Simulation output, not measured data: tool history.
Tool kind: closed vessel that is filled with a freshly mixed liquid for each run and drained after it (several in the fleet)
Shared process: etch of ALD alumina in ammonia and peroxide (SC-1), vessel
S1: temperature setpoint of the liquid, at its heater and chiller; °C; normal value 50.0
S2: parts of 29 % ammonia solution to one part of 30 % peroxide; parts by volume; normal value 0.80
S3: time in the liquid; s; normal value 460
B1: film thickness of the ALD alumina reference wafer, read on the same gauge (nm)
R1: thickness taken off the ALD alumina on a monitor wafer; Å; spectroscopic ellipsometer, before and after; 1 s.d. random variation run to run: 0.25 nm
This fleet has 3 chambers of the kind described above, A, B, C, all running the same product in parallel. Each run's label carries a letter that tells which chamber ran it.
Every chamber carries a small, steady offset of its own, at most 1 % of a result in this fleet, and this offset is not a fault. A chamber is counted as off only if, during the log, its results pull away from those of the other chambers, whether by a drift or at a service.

Run 1C, hour 3.8: usual settings; B1 89.989. Result: R1 439.92 Å.
Run 2A, hour 8.0: usual settings; B1 90.011. Result: R1 436.63 Å.
Run 3B, hour 11.3: usual settings; B1 89.997. Result: R1 440.82 Å.
Run 4A, hour 14.5: usual settings; B1 89.994. Result: R1 437.15 Å.
Run 5B, hour 18.9: usual settings; B1 90.002. Result: R1 437.69 Å.
Run 6C, hour 22.5: usual settings; B1 89.999. Result: R1 442.35 Å.
Run 7C, hour 27.2: usual settings but S1 57.5 °C, S3 315 s; B1 89.990. Result: R1 451.18 Å.
Run 8A, hour 31.0: usual settings but S1 57.5 °C, S3 315 s; B1 89.981. Result: R1 447.49 Å.
Run 9B, hour 35.3: usual settings but S1 57.5 °C, S3 315 s; B1 89.992. Result: R1 447.59 Å.
Run 10B, hour 39.6: usual settings; B1 90.000. Result: R1 442.28 Å.
Run 11C, hour 42.1: usual settings; B1 90.010. Result: R1 443.86 Å.
Run 12A, hour 45.6: usual settings but S1 44.5 °C, S2 0.50 parts by volume; B1 90.002. Result: R1 305.54 Å.
At hour 46.5: chamber C: new drum of ammonia solution connected.
Run 13B, hour 47.9: usual settings but S1 44.5 °C, S2 0.50 parts by volume; B1 90.015. Result: R1 308.63 Å.
Run 14A, hour 51.3: usual settings but S1 44.5 °C, S2 0.50 parts by volume; B1 90.014. Result: R1 307.56 Å.
Run 15C, hour 55.0: usual settings; B1 89.995. Result: R1 444.19 Å.
Run 16A, hour 58.6: usual settings but S1 46.0 °C; B1 89.998. Result: R1 351.22 Å.
Run 17C, hour 60.9: usual settings but S1 46.0 °C; B1 90.003. Result: R1 350.66 Å.
Run 18B, hour 63.6: usual settings but S1 46.0 °C; B1 90.005. Result: R1 350.50 Å.
Run 19B, hour 66.0: usual settings but S2 0.95 parts by volume; B1 90.028. Result: R1 445.47 Å.
Run 20C, hour 69.9: usual settings but S2 0.95 parts by volume; B1 89.998. Result: R1 447.74 Å.
Run 21A, hour 73.7: usual settings but S2 0.95 parts by volume; B1 90.007. Result: R1 447.35 Å.
Run 22A, hour 78.8: usual settings; B1 89.999. Result: R1 434.50 Å.
At hour 80.3: chamber B: thermometer replaced.
Run 23C, hour 83.5: usual settings; B1 90.012. Result: R1 442.89 Å.
Run 24B, hour 88.4: usual settings; B1 89.985. Result: R1 437.88 Å.
Run 25B, hour 92.1: usual settings; B1 90.009. Result: R1 438.30 Å.
Run 26A, hour 95.8: usual settings; B1 90.004. Result: R1 441.41 Å.
Run 27C, hour 99.2: usual settings; B1 89.983. Result: R1 441.18 Å.
Run 28C, hour 102.5: usual settings; B1 90.000. Result: R1 444.24 Å.
Run 29B, hour 106.8: usual settings but S1 46.0 °C, S3 195 s; B1 90.017. Result: R1 151.34 Å.
Run 30A, hour 111.6: usual settings but S1 46.0 °C, S3 195 s; B1 89.999. Result: R1 147.59 Å.
Run 31C, hour 114.9: usual settings but S1 46.0 °C, S3 195 s; B1 89.986. Result: R1 150.88 Å.
Run 32B, hour 117.6: usual settings; B1 90.014. Result: R1 437.75 Å.
Run 33A, hour 120.6: usual settings; B1 90.003. Result: R1 433.62 Å.
Run 34B, hour 122.9: usual settings but S3 680 s; B1 89.993. Result: R1 647.39 Å.
Run 35C, hour 127.6: usual settings but S3 680 s; B1 89.996. Result: R1 650.52 Å.

All 3 chambers run these settings next. Forecast each chamber's results:
Run 36A, hour 131.4: usual settings. Result: R1 ?.
Run 36B, hour 131.4: usual settings. Result: R1 ?.
Run 36C, hour 131.4: usual settings. Result: R1 ?.

run      R1
36A  439.25
36B  437.64
36C  437.47
